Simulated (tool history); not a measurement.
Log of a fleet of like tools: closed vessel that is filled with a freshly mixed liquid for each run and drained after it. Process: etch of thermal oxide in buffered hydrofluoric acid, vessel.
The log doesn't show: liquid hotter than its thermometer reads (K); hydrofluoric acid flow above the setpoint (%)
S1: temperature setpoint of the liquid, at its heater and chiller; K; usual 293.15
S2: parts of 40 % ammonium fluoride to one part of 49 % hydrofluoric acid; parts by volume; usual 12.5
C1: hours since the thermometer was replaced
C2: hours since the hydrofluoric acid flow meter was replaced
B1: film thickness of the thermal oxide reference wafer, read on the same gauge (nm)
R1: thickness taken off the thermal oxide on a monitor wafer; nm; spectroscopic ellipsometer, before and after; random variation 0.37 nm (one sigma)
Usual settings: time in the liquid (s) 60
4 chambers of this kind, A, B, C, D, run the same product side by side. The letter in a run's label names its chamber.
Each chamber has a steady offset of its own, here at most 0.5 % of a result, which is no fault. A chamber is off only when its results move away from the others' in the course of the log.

Run 1A, hour 9.3: usual settings; C1 1636.5; C2 1878; B1 130. Result: R1 46.038 nm.
At hour 12.9: chamber A: hydrofluoric acid flow meter replaced.
Run 2D, hour 24.3: usual settings; C1 643.9; C2 483.5; B1 130. Result: R1 46.099 nm.
Run 3B, hour 32: usual settings; C1 43.4; C2 1359.3; B1 129.99. Result: R1 45.207 nm.
Run 4C, hour 44.2: usual settings; C1 1645; C2 1482.6; B1 130.01. Result: R1 45.152 nm.
Run 5C, hour 51.4: usual settings; C1 1652.2; C2 1489.8; B1 130.01. Result: R1 45.29 nm.
Run 6B, hour 63.4: usual settings; C1 74.8; C2 1390.7; B1 129.99. Result: R1 45.756 nm.
Run 7D, hour 78.1: usual settings; C1 697.7; C2 537.3; B1 129.99. Result: R1 44.887 nm.
Run 8A, hour 92.1: usual settings; C1 1719.3; C2 79.2; B1 130.01. Result: R1 45.388 nm.
Run 9A, hour 106: usual settings; C1 1733.2; C2 93.1; B1 130.01. Result: R1 45.661 nm.
Run 10B, hour 120: usual settings; C1 131.4; C2 1447.3; B1 129.99. Result: R1 44.944 nm.
Run 11C, hour 126.7: usual settings; C1 1727.5; C2 1565.1; B1 129.99. Result: R1 45.536 nm.
Run 12D, hour 141.6: usual settings; C1 761.2; C2 600.8; B1 129.99. Result: R1 45.046 nm.
Run 13B, hour 150: usual settings but S1 296.65 K; C1 161.4; C2 1477.3; B1 129.99. Result: R1 54.41 nm.
Run 14C, hour 160.3: usual settings but S1 296.65 K; C1 1761.1; C2 1598.7; B1 130.01. Result: R1 56.372 nm.
Run 15A, hour 174.8: usual settings but S1 296.65 K; C1 1802; C2 161.9; B1 130. Result: R1 55.522 nm.
Run 16D, hour 187.1: usual settings but S1 296.65 K; C1 806.7; C2 646.3; B1 130.01. Result: R1 55.167 nm.
Run 17D, hour 199.4: usual settings; C1 819; C2 658.6; B1 130.01. Result: R1 45.604 nm.
Run 18A, hour 213.4: usual settings; C1 1840.6; C2 200.5; B1 129.99. Result: R1 45.657 nm.
Run 19C, hour 222.2: usual settings; C1 1823; C2 1660.6; B1 130. Result: R1 46.921 nm.
Run 20B, hour 231.1: usual settings; C1 242.5; C2 1558.4; B1 130.01. Result: R1 45.386 nm.
Run 21C, hour 237.9: usual settings; C1 1838.7; C2 1676.3; B1 130. Result: R1 47.499 nm.
Run 22B, hour 249.4: usual settings; C1 260.8; C2 1576.7; B1 130. Result: R1 45.127 nm.
Run 23A, hour 258.9: usual settings; C1 1886.1; C2 246; B1 130. Result: R1 45.789 nm.
Run 24D, hour 270.1: usual settings; C1 889.7; C2 729.3; B1 130.02. Result: R1 45.926 nm.
Run 25B, hour 283.8: usual settings but S1 298.15 K; C1 295.2; C2 1611.1; B1 130.01. Result: R1 59 nm.
Run 26D, hour 291: usual settings but S1 298.15 K; C1 910.6; C2 750.2; B1 130.03. Result: R1 59.505 nm.
Run 27A, hour 301.1: usual settings but S1 298.15 K; C1 1928.3; C2 288.2; B1 129.98. Result: R1 59.728 nm.
Run 28C, hour 312.9: usual settings but S1 298.15 K; C1 1913.7; C2 1751.3; B1 130. Result: R1 64.662 nm.
Run 29D, hour 322.2: usual settings; C1 941.8; C2 781.4; B1 130. Result: R1 45.422 nm.
Run 30B, hour 334.3: usual settings; C1 345.7; C2 1661.6; B1 130.02. Result: R1 45.589 nm.
At hour 338.5: chamber D: hydrofluoric acid flow meter replaced.
Run 31A, hour 341.9: usual settings; C1 1969.1; C2 329; B1 130.02. Result: R1 45.692 nm.
Run 32C, hour 355.5: usual settings; C1 1956.3; C2 1793.9; B1 129.96. Result: R1 49.334 nm.
Run 33C, hour 367.6: usual settings; C1 1968.4; C2 1806; B1 129.99. Result: R1 48.783 nm.
Run 34A, hour 376.6: usual settings; C1 2003.8; C2 363.7; B1 129.98. Result: R1 45.335 nm.
Run 35D, hour 388.6: usual settings; C1 1008.2; C2 50.2; B1 130.02. Result: R1 44.508 nm.
Run 36B, hour 398.1: usual settings; C1 409.5; C2 1725.4; B1 129.98. Result: R1 45.867 nm.
Run 37D, hour 405.6: usual settings; C1 1025.2; C2 67.2; B1 129.98. Result: R1 45.596 nm.

Next, every chamber runs the same settings. What will each give?
Run 38A, hour 416.6: usual settings. Result: R1 ?.
Run 38B, hour 416.6: usual settings. Result: R1 ?.
Run 38C, hour 416.6: usual settings. Result: R1 ?.
Run 38D, hour 416.6: usual settings. Result: R1 ?.

run      R1
38A  45.751
38B  45.462
38C  49.599
38D  45.765
